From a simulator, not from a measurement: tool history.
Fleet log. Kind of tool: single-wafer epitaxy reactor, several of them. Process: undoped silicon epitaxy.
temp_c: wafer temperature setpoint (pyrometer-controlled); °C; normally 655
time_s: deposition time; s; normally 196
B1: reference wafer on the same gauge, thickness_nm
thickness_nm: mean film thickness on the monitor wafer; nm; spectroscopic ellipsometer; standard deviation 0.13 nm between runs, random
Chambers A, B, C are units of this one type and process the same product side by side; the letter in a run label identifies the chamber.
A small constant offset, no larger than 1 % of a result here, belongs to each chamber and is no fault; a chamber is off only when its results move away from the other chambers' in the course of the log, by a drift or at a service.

Run 1B, hour 7.5: usual settings; B1 39.616. Result: thickness_nm 36.760 nm.
Run 2A, hour 19.4: usual settings; B1 39.600. Result: thickness_nm 36.558 nm.
At hour 33.4: chamber A: pyrometer calibrated.
Run 3C, hour 33.7: usual settings; B1 39.560. Result: thickness_nm 36.909 nm.
Run 4A, hour 41.4: usual settings; B1 39.573. Result: thickness_nm 36.697 nm.
Run 5C, hour 48.2: usual settings; B1 39.587. Result: thickness_nm 36.643 nm.
Run 6B, hour 55.5: usual settings; B1 39.600. Result: thickness_nm 36.888 nm.
Run 7B, hour 68.2: usual settings but time_s 176 s; B1 39.605. Result: thickness_nm 32.931 nm.
Run 8C, hour 83.1: usual settings but time_s 176 s; B1 39.597. Result: thickness_nm 33.137 nm.
Run 9A, hour 89.8: usual settings but time_s 176 s; B1 39.623. Result: thickness_nm 32.830 nm.
Run 10B, hour 98.2: usual settings; B1 39.650. Result: thickness_nm 36.654 nm.
Run 11A, hour 111.5: usual settings; B1 39.567. Result: thickness_nm 36.432 nm.
Run 12C, hour 121.6: usual settings; B1 39.605. Result: thickness_nm 36.893 nm.
Run 13A, hour 128.4: usual settings; B1 39.585. Result: thickness_nm 36.681 nm.
Run 14B, hour 135.3: usual settings; B1 39.598. Result: thickness_nm 36.791 nm.
Run 15C, hour 147.2: usual settings; B1 39.566. Result: thickness_nm 36.856 nm.
Run 16B, hour 160.0: usual settings; B1 39.584. Result: thickness_nm 37.002 nm.
Run 17A, hour 170.8: usual settings; B1 39.595. Result: thickness_nm 36.396 nm.
Run 18C, hour 184.2: usual settings; B1 39.566. Result: thickness_nm 36.861 nm.
At hour 187.1: chamber C: pyrometer calibrated.
Run 19C, hour 196.3: usual settings; B1 39.612. Result: thickness_nm 37.037 nm.
Run 20B, hour 203.3: usual settings but temp_c 663 °C, time_s 173 s; B1 39.586. Result: thickness_nm 38.694 nm.
Run 21A, hour 211.8: usual settings but temp_c 663 °C, time_s 173 s; B1 39.631. Result: thickness_nm 38.505 nm.
Run 22B, hour 222.4: usual settings but temp_c 663 °C, time_s 173 s; B1 39.558. Result: thickness_nm 38.555 nm.

Does one chamber stand apart from the rest, does the shared gauge drift, or is all well apart from small per-chamber offsets? Give the chamber and the most likely cause, where there is one.

Neither any chamber nor the gauge drifts; the chambers differ only by their own small, steady offsets.

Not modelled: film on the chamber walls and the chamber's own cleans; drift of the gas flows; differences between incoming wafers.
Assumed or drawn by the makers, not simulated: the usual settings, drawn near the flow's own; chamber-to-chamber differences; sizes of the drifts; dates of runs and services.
